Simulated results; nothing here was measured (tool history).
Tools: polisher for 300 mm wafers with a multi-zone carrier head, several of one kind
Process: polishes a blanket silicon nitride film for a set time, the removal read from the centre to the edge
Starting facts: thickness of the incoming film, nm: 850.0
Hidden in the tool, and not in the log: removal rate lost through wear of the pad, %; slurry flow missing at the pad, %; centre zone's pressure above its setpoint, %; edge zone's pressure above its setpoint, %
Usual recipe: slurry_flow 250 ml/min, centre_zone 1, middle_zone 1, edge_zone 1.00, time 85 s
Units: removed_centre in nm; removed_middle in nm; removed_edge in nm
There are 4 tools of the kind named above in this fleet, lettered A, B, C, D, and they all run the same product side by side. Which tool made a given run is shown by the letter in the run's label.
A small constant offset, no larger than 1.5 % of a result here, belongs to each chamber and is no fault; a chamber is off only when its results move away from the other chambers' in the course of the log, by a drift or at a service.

| run | hour | slurry_flow | centre_zone | middle_zone | edge_zone | time | wafers polished on this pad | hours since the slurry nozzle was cleaned | hours since the centre zone pressure was calibrated | hours since the edge zone pressure was calibrated | removed_centre | removed_middle | removed_edge |
|---|---|---|---|---|---|---|---|---|---|---|---|---|---|
| 1A | 4.7 | 250 | 1 | 1 | 1.00 | 85 | 93 | 49.3 | 191.3 | 304.5 | 269.02 | 275.11 | 274.17 |
| 2D | 10.2 | 250 | 1 | 1 | 1.00 | 85 | 233 | 555.3 | 243.6 | 124.2 | 271.87 | 272.22 | 276.20 |
| 3C | 14.2 | 250 | 1 | 1 | 1.00 | 85 | 694 | 242.1 | 928.0 | 412.3 | 270.72 | 278.43 | 273.70 |
| 4B | 17.9 | 250 | 1 | 1 | 1.00 | 85 | 687 | 610.6 | 692.1 | 239.6 | 275.00 | 278.15 | 276.00 |
|  | 23.2 | chamber B: worn pad replaced by a new one |
| 5D | 23.2 | 250 | 1 | 1 | 1.00 | 62 | 343 | 568.3 | 256.6 | 137.2 | 198.96 | 198.17 | 194.72 |
| 6C | 29.0 | 250 | 1 | 1 | 1.00 | 62 | 820 | 256.9 | 942.8 | 427.1 | 198.38 | 199.37 | 203.84 |
| 7B | 32.3 | 250 | 1 | 1 | 1.00 | 62 | 78 | 625.0 | 706.5 | 254.0 | 199.47 | 203.39 | 199.85 |
| 8A | 39.5 | 250 | 1 | 1 | 1.00 | 62 | 389 | 84.1 | 226.1 | 339.3 | 198.48 | 198.46 | 198.74 |
| 9D | 44.2 | 250 | 1 | 1 | 1.00 | 85 | 522 | 589.3 | 277.6 | 158.2 | 271.76 | 271.70 | 271.43 |
| 10C | 49.3 | 250 | 1 | 1 | 1.00 | 85 | 992 | 277.2 | 963.1 | 447.4 | 269.56 | 275.83 | 270.94 |
| 11A | 56.0 | 250 | 1 | 1 | 1.00 | 85 | 529 | 100.6 | 242.6 | 355.8 | 270.23 | 269.98 | 272.63 |
| 12B | 60.0 | 250 | 1 | 1 | 1.06 | 85 | 313 | 652.7 | 734.2 | 281.7 | 267.74 | 273.86 | 281.78 |
|  | 62.5 | chamber B: slurry nozzle cleaned |
| 13C | 65.0 | 250 | 1 | 1 | 1.06 | 85 | 1126 | 292.9 | 978.8 | 463.1 | 269.28 | 271.82 | 279.23 |
| 14A | 68.8 | 250 | 1 | 1 | 1.06 | 85 | 638 | 113.4 | 255.4 | 368.6 | 279.47 | 274.98 | 282.02 |
| 15B | 75.4 | 250 | 1 | 1 | 1.06 | 85 | 444 | 12.9 | 749.6 | 297.1 | 274.96 | 278.82 | 282.49 |
| 16D | 82.7 | 250 | 1 | 1 | 1.00 | 85 | 849 | 627.8 | 316.1 | 196.7 | 272.90 | 273.11 | 273.88 |
|  | 84.9 | chamber A: worn pad replaced by a new one |
| 17A | 89.3 | 250 | 1 | 1 | 1.00 | 85 | 37 | 133.9 | 275.9 | 389.1 | 274.84 | 273.64 | 269.29 |
| 18D | 96.4 | 250 | 1 | 1 | 1.00 | 85 | 965 | 641.5 | 329.8 | 210.4 | 270.56 | 274.72 | 269.92 |
| 19B | 103.4 | 250 | 1 | 1 | 1.00 | 85 | 682 | 40.9 | 777.6 | 325.1 | 273.19 | 274.01 | 272.73 |
| 20C | 109.7 | 250 | 1 | 1 | 1.00 | 85 | 1506 | 337.6 | 1023.5 | 507.8 | 251.95 | 255.49 | 250.94 |
| 21A | 116.6 | 250 | 1 | 1 | 1.00 | 85 | 270 | 161.2 | 303.2 | 416.4 | 276.28 | 272.07 | 269.98 |
| 22B | 121.8 | 250 | 1 | 1 | 1.00 | 85 | 838 | 59.3 | 796.0 | 343.5 | 274.01 | 278.40 | 272.89 |
| 23D | 127.1 | 250 | 1 | 1 | 1.00 | 85 | 1226 | 672.2 | 360.5 | 241.1 | 267.73 | 271.75 | 277.46 |
| 24C | 134.2 | 250 | 1 | 1 | 1.00 | 85 | 1714 | 362.1 | 1048.0 | 532.3 | 244.65 | 241.00 | 243.49 |
| 25C | 137.6 | 250 | 1 | 1 | 1.00 | 85 | 1743 | 365.5 | 1051.4 | 535.7 | 245.43 | 244.58 | 243.71 |

One chamber off, gauge drift, or nothing amiss beyond the chambers' own small offsets? If it is a chamber, which one, and what is the likeliest cause?

Chamber C drifts away from the others.
Most likely cause: removal rate lost through wear of the pad, % = 12.5.

Which of the 4 candidates below, each the usual settings with something changed and its results left as question marks, puts chamber C back in line with what the other chambers give on the usual settings?
In line means no further than this from the other chambers' mean on the usual settings: removed_centre 12.00 nm; removed_middle 8.40 nm; removed_edge 11.00 nm
| 26C-1 | 142.9 | 250 | 1.01 | 1.01 | 0.99 | 74 |  |  |  |  | ? | ? | ? |
| 26C-2 | 142.9 | 250 | 1.00 | 1.00 | 0.99 | 81 |  |  |  |  | ? | ? | ? |
| 26C-3 | 142.9 | 250 | 0.99 | 0.99 | 1.01 | 96 |  |  |  |  | ? | ? | ? |
| 26C-4 | 142.9 | 250 | 1.00 | 1.00 | 1.01 | 89 |  |  |  |  | ? | ? | ? |

Average result of the remaining chambers running the usual settings: removed_centre 270.61 nm; removed_middle 273.50 nm; removed_edge 273.10 nm
| run | removed_centre | removed_middle | removed_edge |
|---|---|---|---|
| 26C-1 | 211.31 | 212.71 | 208.26 |
| 26C-2 | 228.82 | 230.72 | 227.99 |
| 26C-3 | 268.25 | 270.93 | 273.08 |
| 26C-4 | 251.42 | 253.49 | 253.13 |
Change 26C-3 lands the chamber within the allowed miss of the other chambers.

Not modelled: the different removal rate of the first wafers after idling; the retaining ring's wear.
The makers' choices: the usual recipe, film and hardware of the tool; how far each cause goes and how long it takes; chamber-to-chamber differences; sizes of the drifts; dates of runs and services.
